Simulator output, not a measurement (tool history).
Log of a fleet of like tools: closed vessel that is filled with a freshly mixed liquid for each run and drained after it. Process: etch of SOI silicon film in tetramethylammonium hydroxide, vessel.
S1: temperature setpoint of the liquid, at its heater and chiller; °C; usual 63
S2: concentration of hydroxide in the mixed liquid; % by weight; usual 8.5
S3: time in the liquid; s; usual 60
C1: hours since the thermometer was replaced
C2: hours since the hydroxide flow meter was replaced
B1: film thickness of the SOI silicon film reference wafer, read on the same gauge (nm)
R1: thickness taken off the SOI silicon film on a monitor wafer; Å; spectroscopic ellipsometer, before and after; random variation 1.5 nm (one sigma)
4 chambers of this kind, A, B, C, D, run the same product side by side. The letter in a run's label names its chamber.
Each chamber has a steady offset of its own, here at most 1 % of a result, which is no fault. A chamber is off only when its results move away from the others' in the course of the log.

{"run": "1C", "hour": 6.8, "S1": 63, "S2": 8.5, "S3": 60, "C1": 1145.7, "C2": 875.1, "B1": 60.014, "R1": 2992.5}
{"hour": 12.1, "done": "chamber B: thermometer replaced"}
{"run": "2A", "hour": 15.8, "S1": 63, "S2": 8.5, "S3": 60, "C1": 1375.3, "C2": 900.6, "B1": 59.991, "R1": 2998.7}
{"run": "3B", "hour": 21.6, "S1": 63, "S2": 8.5, "S3": 60, "C1": 9.5, "C2": 1471.9, "B1": 59.988, "R1": 2973}
{"run": "4D", "hour": 28.3, "S1": 63, "S2": 8.5, "S3": 60, "C1": 614.7, "C2": 1488.5, "B1": 59.974, "R1": 3022.1}
{"run": "5D", "hour": 33.6, "S1": 57, "S2": 8.5, "S3": 60, "C1": 620, "C2": 1493.8, "B1": 60.03, "R1": 2045.9}
{"run": "6B", "hour": 41.8, "S1": 57, "S2": 8.5, "S3": 60, "C1": 29.7, "C2": 1492.1, "B1": 60.008, "R1": 2046}
{"run": "7C", "hour": 51.4, "S1": 57, "S2": 8.5, "S3": 60, "C1": 1190.3, "C2": 919.7, "B1": 59.998, "R1": 2056.5}
{"hour": 53.8, "done": "chamber D: thermometer replaced"}
{"run": "8A", "hour": 60.7, "S1": 57, "S2": 8.5, "S3": 60, "C1": 1420.2, "C2": 945.5, "B1": 60.029, "R1": 2064}
{"run": "9D", "hour": 70.8, "S1": 63, "S2": 8.5, "S3": 60, "C1": 17.1, "C2": 1531, "B1": 60.012, "R1": 2987.8}
{"run": "10B", "hour": 75.9, "S1": 63, "S2": 8.5, "S3": 60, "C1": 63.8, "C2": 1526.2, "B1": 60.008, "R1": 2970}
{"run": "11C", "hour": 83.0, "S1": 63, "S2": 8.5, "S3": 60, "C1": 1221.9, "C2": 951.3, "B1": 59.972, "R1": 3015.7}
{"hour": 83.6, "done": "chamber C: thermometer replaced"}
{"run": "12A", "hour": 94.4, "S1": 63, "S2": 8.5, "S3": 60, "C1": 1453.9, "C2": 979.2, "B1": 60.033, "R1": 2992.6}
{"run": "13B", "hour": 102.1, "S1": 63, "S2": 8.5, "S3": 60, "C1": 90, "C2": 1552.4, "B1": 59.968, "R1": 2952.5}
{"run": "14A", "hour": 113.5, "S1": 63, "S2": 8.5, "S3": 60, "C1": 1473, "C2": 998.3, "B1": 59.988, "R1": 3002.7}
{"run": "15C", "hour": 121.6, "S1": 63, "S2": 8.5, "S3": 60, "C1": 38.1, "C2": 989.9, "B1": 59.999, "R1": 2985.7}
{"run": "16D", "hour": 132.9, "S1": 63, "S2": 8.5, "S3": 60, "C1": 79.2, "C2": 1593.1, "B1": 59.987, "R1": 2998.9}
{"run": "17D", "hour": 138.2, "S1": 70.5, "S2": 7, "S3": 60, "C1": 84.5, "C2": 1598.4, "B1": 59.992, "R1": 5041.8}
{"run": "18C", "hour": 144.6, "S1": 70.5, "S2": 7, "S3": 60, "C1": 61.1, "C2": 1012.9, "B1": 60.013, "R1": 4966.1}
{"run": "19A", "hour": 152.1, "S1": 70.5, "S2": 7, "S3": 60, "C1": 1511.6, "C2": 1036.9, "B1": 60.021, "R1": 5018.6}
{"hour": 158.2, "done": "chamber C: hydroxide flow meter replaced"}
{"run": "20B", "hour": 160.8, "S1": 70.5, "S2": 7, "S3": 60, "C1": 148.7, "C2": 1611.1, "B1": 59.983, "R1": 4967}
{"run": "21A", "hour": 167.2, "S1": 63, "S2": 8.5, "S3": 60, "C1": 1526.7, "C2": 1052, "B1": 59.99, "R1": 3004.9}
{"run": "22B", "hour": 172.4, "S1": 63, "S2": 10, "S3": 60, "C1": 160.3, "C2": 1622.7, "B1": 59.974, "R1": 2797}
{"run": "23C", "hour": 177.6, "S1": 63, "S2": 10, "S3": 60, "C1": 94.1, "C2": 19.5, "B1": 59.948, "R1": 2819.8}
{"run": "24D", "hour": 187.3, "S1": 63, "S2": 10, "S3": 60, "C1": 133.6, "C2": 1647.5, "B1": 59.991, "R1": 2839.1}
{"run": "25B", "hour": 196.4, "S1": 63, "S2": 10, "S3": 60, "C1": 184.3, "C2": 1646.7, "B1": 59.993, "R1": 2788.1}
{"run": "26D", "hour": 202.9, "S1": 63, "S2": 8.5, "S3": 60, "C1": 149.2, "C2": 1663.1, "B1": 59.994, "R1": 3009.8}
{"run": "27C", "hour": 208.4, "S1": 63, "S2": 8.5, "S3": 60, "C1": 124.9, "C2": 50.3, "B1": 60.018, "R1": 3002.5}
{"run": "28A", "hour": 215.9, "S1": 63, "S2": 8.5, "S3": 60, "C1": 1575.4, "C2": 1100.7, "B1": 59.946, "R1": 2983.8}
{"run": "29B", "hour": 224.3, "S1": 63, "S2": 8.5, "S3": 60, "C1": 212.2, "C2": 1674.6, "B1": 59.985, "R1": 2980.3}
{"run": "30D", "hour": 229.7, "S1": 63, "S2": 8.5, "S3": 60, "C1": 176, "C2": 1689.9, "B1": 59.976, "R1": 3010.9}
{"run": "31A", "hour": 240.9, "S1": 63, "S2": 8.5, "S3": 60, "C1": 1600.4, "C2": 1125.7, "B1": 59.998, "R1": 3013.2}
{"run": "32C", "hour": 248.3, "S1": 63, "S2": 8.5, "S3": 60, "C1": 164.8, "C2": 90.2, "B1": 60.059, "R1": 2964}
{"run": "33D", "hour": 255.5, "S1": 63, "S2": 8.5, "S3": 60, "C1": 201.8, "C2": 1715.7, "B1": 59.987, "R1": 3008.2}
{"run": "34B", "hour": 263.2, "S1": 63, "S2": 8.5, "S3": 60, "C1": 251.1, "C2": 1713.5, "B1": 59.974, "R1": 2968.1}
{"run": "35C", "hour": 274.4, "S1": 63, "S2": 8.5, "S3": 60, "C1": 190.9, "C2": 116.3, "B1": 59.992, "R1": 2983.2}
{"run": "36A", "hour": 280.4, "S1": 63, "S2": 8.5, "S3": 60, "C1": 1639.9, "C2": 1165.2, "B1": 60.024, "R1": 3013.1}
{"run": "37C", "hour": 285.5, "S1": 70.5, "S2": 8.5, "S3": 35, "C1": 202, "C2": 127.4, "B1": 60.008, "R1": 2741}
{"run": "38A", "hour": 290.6, "S1": 70.5, "S2": 8.5, "S3": 35, "C1": 1650.1, "C2": 1175.4, "B1": 60.02, "R1": 2745.7}
{"run": "39B", "hour": 300.6, "S1": 70.5, "S2": 8.5, "S3": 35, "C1": 288.5, "C2": 1750.9, "B1": 60, "R1": 2732.8}
{"run": "40D", "hour": 306.4, "S1": 70.5, "S2": 8.5, "S3": 35, "C1": 252.7, "C2": 1766.6, "B1": 59.991, "R1": 2740.7}
{"run": "41A", "hour": 315.7, "S1": 63, "S2": 8.5, "S3": 60, "C1": 1675.2, "C2": 1200.5, "B1": 60.011, "R1": 2996.6}

What goes on in this fleet: one chamber off, a drifting gauge, or nothing beyond the chambers' own small offsets? Name the chamber and the cause, if any.

No chamber stands off beyond its own small offset, and the gauge holds steady.
